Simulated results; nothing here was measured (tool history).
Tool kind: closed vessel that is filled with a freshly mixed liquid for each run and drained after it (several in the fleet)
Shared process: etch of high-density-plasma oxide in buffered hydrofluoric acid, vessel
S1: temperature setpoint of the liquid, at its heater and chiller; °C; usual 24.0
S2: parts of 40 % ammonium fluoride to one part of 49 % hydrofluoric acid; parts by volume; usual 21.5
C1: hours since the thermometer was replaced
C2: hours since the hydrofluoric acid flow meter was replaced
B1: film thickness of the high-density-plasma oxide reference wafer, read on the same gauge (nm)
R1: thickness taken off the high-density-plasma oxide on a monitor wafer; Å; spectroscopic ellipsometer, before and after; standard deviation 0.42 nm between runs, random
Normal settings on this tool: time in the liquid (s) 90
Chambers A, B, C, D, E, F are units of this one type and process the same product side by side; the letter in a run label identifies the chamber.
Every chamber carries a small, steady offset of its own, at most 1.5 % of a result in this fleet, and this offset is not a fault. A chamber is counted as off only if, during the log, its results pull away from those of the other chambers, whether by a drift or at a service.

run 1D hour=4.5 | S1=24.0 S2=21.5 time_in_the_liquid_(s)=90 | C1=115.8 C2=403.0 | B1=110.02 | R1=558.68
run 2B hour=10.2 | S1=24.0 S2=21.5 time_in_the_liquid_(s)=90 | C1=1542.5 C2=1190.9 | B1=109.98 | R1=570.85
run 3A hour=13.5 | S1=24.0 S2=21.5 time_in_the_liquid_(s)=90 | C1=1141.3 C2=428.2 | B1=110.01 | R1=562.18
run 4F hour=18.0 | S1=24.0 S2=21.5 time_in_the_liquid_(s)=90 | C1=1155.8 C2=132.5 | B1=109.99 | R1=569.03
run 5C hour=21.3 | S1=24.0 S2=21.5 time_in_the_liquid_(s)=90 | C1=2830.7 C2=223.4 | B1=109.98 | R1=565.35
run 6E hour=27.2 | S1=24.0 S2=21.5 time_in_the_liquid_(s)=90 | C1=447.4 C2=841.5 | B1=109.99 | R1=567.11
run 7A hour=32.8 | S1=24.0 S2=21.5 time_in_the_liquid_(s)=90 | C1=1160.6 C2=447.5 | B1=110.02 | R1=572.34
run 8E hour=39.9 | S1=27.5 S2=21.5 time_in_the_liquid_(s)=50 | C1=460.1 C2=854.2 | B1=110.00 | R1=377.28
run 9D hour=44.6 | S1=27.5 S2=21.5 time_in_the_liquid_(s)=50 | C1=155.9 C2=443.1 | B1=110.00 | R1=379.36
-- hour=46.1 chamber A: hydrofluoric acid flow meter replaced
run 10B hour=51.1 | S1=27.5 S2=21.5 time_in_the_liquid_(s)=50 | C1=1583.4 C2=1231.8 | B1=109.96 | R1=382.29
run 11F hour=55.2 | S1=27.5 S2=21.5 time_in_the_liquid_(s)=50 | C1=1193.0 C2=169.7 | B1=109.99 | R1=382.09
run 12C hour=62.6 | S1=27.5 S2=21.5 time_in_the_liquid_(s)=50 | C1=2872.0 C2=264.7 | B1=110.02 | R1=384.93
-- hour=68.2 chamber F: thermometer replaced
run 13A hour=69.7 | S1=27.5 S2=21.5 time_in_the_liquid_(s)=50 | C1=1197.5 C2=23.7 | B1=109.99 | R1=375.22
run 14F hour=76.6 | S1=24.0 S2=21.5 time_in_the_liquid_(s)=90 | C1=8.4 C2=191.1 | B1=110.00 | R1=566.45
run 15E hour=80.2 | S1=24.0 S2=21.5 time_in_the_liquid_(s)=90 | C1=500.4 C2=894.5 | B1=109.99 | R1=572.18
run 16D hour=85.0 | S1=24.0 S2=21.5 time_in_the_liquid_(s)=90 | C1=196.3 C2=483.5 | B1=110.02 | R1=562.07
-- hour=85.2 chamber C: thermometer replaced
run 17C hour=88.4 | S1=24.0 S2=21.5 time_in_the_liquid_(s)=90 | C1=3.3 C2=290.5 | B1=110.00 | R1=564.04
run 18B hour=93.0 | S1=24.0 S2=21.5 time_in_the_liquid_(s)=90 | C1=1625.3 C2=1273.7 | B1=110.00 | R1=583.98
run 19C hour=97.6 | S1=24.0 S2=21.5 time_in_the_liquid_(s)=90 | C1=12.5 C2=299.7 | B1=109.99 | R1=569.57
run 20B hour=103.7 | S1=24.0 S2=21.5 time_in_the_liquid_(s)=90 | C1=1636.0 C2=1284.4 | B1=110.01 | R1=577.66
run 21E hour=109.0 | S1=24.0 S2=21.5 time_in_the_liquid_(s)=90 | C1=529.2 C2=923.3 | B1=110.01 | R1=575.96
run 22D hour=113.0 | S1=24.0 S2=21.5 time_in_the_liquid_(s)=90 | C1=224.3 C2=511.5 | B1=110.02 | R1=563.76
run 23F hour=120.2 | S1=24.0 S2=21.5 time_in_the_liquid_(s)=90 | C1=52.0 C2=234.7 | B1=109.99 | R1=565.41
run 24A hour=127.4 | S1=24.0 S2=21.5 time_in_the_liquid_(s)=90 | C1=1255.2 C2=81.4 | B1=110.02 | R1=563.28
run 25B hour=134.2 | S1=21.5 S2=21.5 time_in_the_liquid_(s)=90 | C1=1666.5 C2=1314.9 | B1=110.01 | R1=521.18
run 26D hour=141.2 | S1=21.5 S2=21.5 time_in_the_liquid_(s)=90 | C1=252.5 C2=539.7 | B1=110.04 | R1=485.64
run 27F hour=145.8 | S1=21.5 S2=21.5 time_in_the_liquid_(s)=90 | C1=77.6 C2=260.3 | B1=109.99 | R1=488.72
run 28E hour=152.3 | S1=21.5 S2=21.5 time_in_the_liquid_(s)=90 | C1=572.5 C2=966.6 | B1=109.99 | R1=500.43
run 29A hour=156.4 | S1=21.5 S2=21.5 time_in_the_liquid_(s)=90 | C1=1284.2 C2=110.4 | B1=109.99 | R1=492.89
run 30C hour=162.2 | S1=21.5 S2=21.5 time_in_the_liquid_(s)=90 | C1=77.1 C2=364.3 | B1=109.96 | R1=488.75
run 31C hour=167.7 | S1=24.0 S2=21.5 time_in_the_liquid_(s)=90 | C1=82.6 C2=369.8 | B1=110.03 | R1=572.95
run 32A hour=171.1 | S1=24.0 S2=21.5 time_in_the_liquid_(s)=90 | C1=1298.9 C2=125.1 | B1=109.94 | R1=566.38
run 33D hour=177.2 | S1=24.0 S2=21.5 time_in_the_liquid_(s)=90 | C1=288.5 C2=575.7 | B1=110.00 | R1=564.25
run 34B hour=184.5 | S1=24.0 S2=21.5 time_in_the_liquid_(s)=90 | C1=1716.8 C2=1365.2 | B1=110.02 | R1=603.18
run 35E hour=189.9 | S1=24.0 S2=21.5 time_in_the_liquid_(s)=90 | C1=610.1 C2=1004.2 | B1=110.00 | R1=571.98
run 36F hour=193.5 | S1=19.5 S2=21.5 time_in_the_liquid_(s)=75 | C1=125.3 C2=308.0 | B1=110.02 | R1=365.05
run 37D hour=200.1 | S1=19.5 S2=21.5 time_in_the_liquid_(s)=75 | C1=311.4 C2=598.6 | B1=110.02 | R1=364.69

Predict what each chamber gives when all 6 of them run the settings below next.
run 38A hour=205.4 | S1=25.5 S2=21.5 time_in_the_liquid_(s)=90 | R1=?
run 38B hour=205.4 | S1=25.5 S2=21.5 time_in_the_liquid_(s)=90 | R1=?
run 38C hour=205.4 | S1=25.5 S2=21.5 time_in_the_liquid_(s)=90 | R1=?
run 38D hour=205.4 | S1=25.5 S2=21.5 time_in_the_liquid_(s)=90 | R1=?
run 38E hour=205.4 | S1=25.5 S2=21.5 time_in_the_liquid_(s)=90 | R1=?
run 38F hour=205.4 | S1=25.5 S2=21.5 time_in_the_liquid_(s)=90 | R1=?

run=38A R1=604.62
run=38B R1=663.88
run=38C R1=612.55
run=38D R1=606.35
run=38E R1=618.68
run=38F R1=609.13
